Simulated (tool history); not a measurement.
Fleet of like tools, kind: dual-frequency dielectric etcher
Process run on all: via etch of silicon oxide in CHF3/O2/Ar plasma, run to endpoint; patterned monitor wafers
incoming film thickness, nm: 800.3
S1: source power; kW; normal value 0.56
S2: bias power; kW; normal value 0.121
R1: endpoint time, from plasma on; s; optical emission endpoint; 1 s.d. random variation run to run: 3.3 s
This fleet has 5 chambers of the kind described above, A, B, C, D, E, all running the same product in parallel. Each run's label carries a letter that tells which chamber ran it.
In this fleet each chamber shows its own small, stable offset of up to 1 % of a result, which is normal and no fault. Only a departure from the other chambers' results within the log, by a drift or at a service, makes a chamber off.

run,hour,S1,S2,R1
1D,10.7,0.56,0.121,469.39
# hour 16.7: chamber A: wet clean of the chamber
2E,16.9,0.56,0.121,470.2
3C,22.2,0.56,0.121,481.01
4B,30.5,0.56,0.121,474.84
5A,40,0.44,0.121,511.09
6D,47.1,0.44,0.121,515.94
7A,56.9,0.44,0.121,523.74
8E,65.6,0.44,0.121,517.25
9B,77.1,0.44,0.121,525.23
10C,83.1,0.56,0.121,478.94
# hour 84.5: chamber D: bias power generator calibrated
11D,93.8,0.56,0.121,473.04
12C,104.8,0.56,0.121,476.34
13B,115.8,0.56,0.121,474.3
14A,126,0.56,0.121,461.79
15E,133.7,0.56,0.121,468.96
16A,140,0.56,0.121,471.75
17B,149.9,0.56,0.121,487.22
18E,158.4,0.56,0.121,473.43
19C,167.6,0.56,0.121,475.96
20D,176.4,0.56,0.121,473.93
21E,181.6,0.56,0.121,469.3
22D,187,0.56,0.121,471.63
23A,196.7,0.56,0.121,469.08
24C,206.8,0.56,0.121,486.22
25B,217.2,0.56,0.108,498.93
26C,227.9,0.56,0.108,492.13
27E,235.2,0.56,0.108,490.49
28D,242.1,0.56,0.108,486.22
29B,253.9,0.56,0.108,504.41
30A,265,0.56,0.121,466.97
31D,273.6,0.56,0.121,475.04
# hour 283: chamber E: wet clean of the chamber
32B,283.2,0.56,0.121,492.39
# hour 287.2: chamber C: wet clean of the chamber
33E,290.9,0.56,0.121,468.3
34A,297,0.56,0.121,470.22
# hour 304.4: chamber C: source power generator calibrated
35C,307.9,0.56,0.121,473.73
36E,316,0.56,0.121,472.8
37C,324.4,0.56,0.121,478.24
38D,334.9,0.56,0.121,473.47
39B,345.9,0.56,0.121,497.92
40A,354.9,0.56,0.121,464.68
41E,366.1,0.56,0.121,471.94
42B,374.7,0.56,0.121,498.44
43D,384.3,0.56,0.121,478.35
44A,391.4,0.56,0.121,470.39

Next, all 5 chambers run the settings below, one line each with question marks for the results. What does each chamber give?
45A,400,0.56,0.121,?
45B,400,0.56,0.121,?
45C,400,0.56,0.121,?
45D,400,0.56,0.121,?
45E,400,0.56,0.121,?

run,R1
45A,464.19
45B,499.06
45C,476.31
45D,471.28
45E,468.52

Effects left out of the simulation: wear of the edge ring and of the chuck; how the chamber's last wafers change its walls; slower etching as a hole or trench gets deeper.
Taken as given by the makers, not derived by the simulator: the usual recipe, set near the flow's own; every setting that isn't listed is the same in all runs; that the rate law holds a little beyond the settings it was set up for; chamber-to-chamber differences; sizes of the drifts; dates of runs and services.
